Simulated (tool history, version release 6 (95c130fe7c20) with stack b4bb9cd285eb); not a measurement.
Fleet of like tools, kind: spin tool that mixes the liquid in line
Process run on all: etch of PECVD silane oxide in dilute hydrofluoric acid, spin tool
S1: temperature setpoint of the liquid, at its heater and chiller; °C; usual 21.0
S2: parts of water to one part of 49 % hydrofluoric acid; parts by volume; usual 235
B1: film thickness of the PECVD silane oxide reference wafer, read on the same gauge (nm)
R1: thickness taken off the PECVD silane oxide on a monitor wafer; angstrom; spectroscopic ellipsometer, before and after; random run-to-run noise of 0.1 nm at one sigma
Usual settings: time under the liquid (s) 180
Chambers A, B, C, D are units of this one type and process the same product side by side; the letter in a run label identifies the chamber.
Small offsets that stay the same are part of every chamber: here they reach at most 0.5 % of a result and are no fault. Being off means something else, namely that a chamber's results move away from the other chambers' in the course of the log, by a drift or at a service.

Run 1B, hour 7.2: usual settings; B1 120.01. Result: R1 110.680 angstrom.
Run 2A, hour 17.9: usual settings; B1 120.00. Result: R1 111.370 angstrom.
Run 3C, hour 30.7: usual settings; B1 119.99. Result: R1 111.880 angstrom.
Run 4D, hour 43.9: usual settings; B1 119.99. Result: R1 111.690 angstrom.
Run 5D, hour 52.9: usual settings; B1 120.00. Result: R1 112.050 angstrom.
Run 6B, hour 60.3: usual settings; B1 119.98. Result: R1 110.820 angstrom.
Run 7C, hour 72.4: usual settings; B1 119.98. Result: R1 112.030 angstrom.
Run 8A, hour 84.1: usual settings; B1 120.00. Result: R1 112.470 angstrom.
Run 9A, hour 98.8: usual settings but S1 23.0 °C, time under the liquid (s) 130; B1 120.00. Result: R1 86.789 angstrom.
At hour 100.0: chamber B: thermometer replaced.
Run 10C, hour 108.5: usual settings but S1 23.0 °C, time under the liquid (s) 130; B1 119.99. Result: R1 87.635 angstrom.
Run 11D, hour 115.1: usual settings but S1 23.0 °C, time under the liquid (s) 130; B1 119.99. Result: R1 88.105 angstrom.
Run 12B, hour 123.3: usual settings but S1 23.0 °C, time under the liquid (s) 130; B1 119.98. Result: R1 85.819 angstrom.
Run 13C, hour 138.4: usual settings; B1 120.00. Result: R1 112.670 angstrom.
Run 14A, hour 153.3: usual settings; B1 119.99. Result: R1 109.170 angstrom.
Run 15D, hour 167.0: usual settings; B1 119.99. Result: R1 110.520 angstrom.
Run 16B, hour 173.8: usual settings but S1 19.0 °C; B1 119.99. Result: R1 102.010 angstrom.
Run 17B, hour 186.8: usual settings but S1 19.0 °C; B1 119.99. Result: R1 104.300 angstrom.
At hour 194.1: chamber D: thermometer replaced.
Run 18D, hour 200.1: usual settings but S1 19.0 °C; B1 120.00. Result: R1 103.870 angstrom.
Run 19A, hour 211.3: usual settings but S1 19.0 °C; B1 120.00. Result: R1 104.100 angstrom.
Run 20C, hour 221.4: usual settings; B1 119.99. Result: R1 115.920 angstrom.
Run 21C, hour 228.4: usual settings; B1 120.00. Result: R1 116.300 angstrom.
Run 22D, hour 237.2: usual settings but S2 170 parts by volume; B1 120.00. Result: R1 163.330 angstrom.
Run 23A, hour 247.0: usual settings but S2 170 parts by volume; B1 119.99. Result: R1 162.500 angstrom.
Run 24B, hour 253.7: usual settings but S2 170 parts by volume; B1 120.00. Result: R1 166.850 angstrom.
Run 25B, hour 262.9: usual settings but S2 170 parts by volume; B1 119.99. Result: R1 166.220 angstrom.
Run 26A, hour 276.9: usual settings; B1 119.99. Result: R1 113.610 angstrom.
Run 27C, hour 284.6: usual settings; B1 120.01. Result: R1 119.260 angstrom.
Run 28D, hour 296.8: usual settings; B1 119.99. Result: R1 110.310 angstrom.

Next, every chamber runs the same settings. What will each give?
Run 29A, hour 307.6: usual settings but S1 19.5 °C. Result: R1 ?.
Run 29B, hour 307.6: usual settings but S1 19.5 °C. Result: R1 ?.
Run 29C, hour 307.6: usual settings but S1 19.5 °C. Result: R1 ?.
Run 29D, hour 307.6: usual settings but S1 19.5 °C. Result: R1 ?.

run       R1
29A  104.430
29B  105.800
29C  112.340
29D  105.480
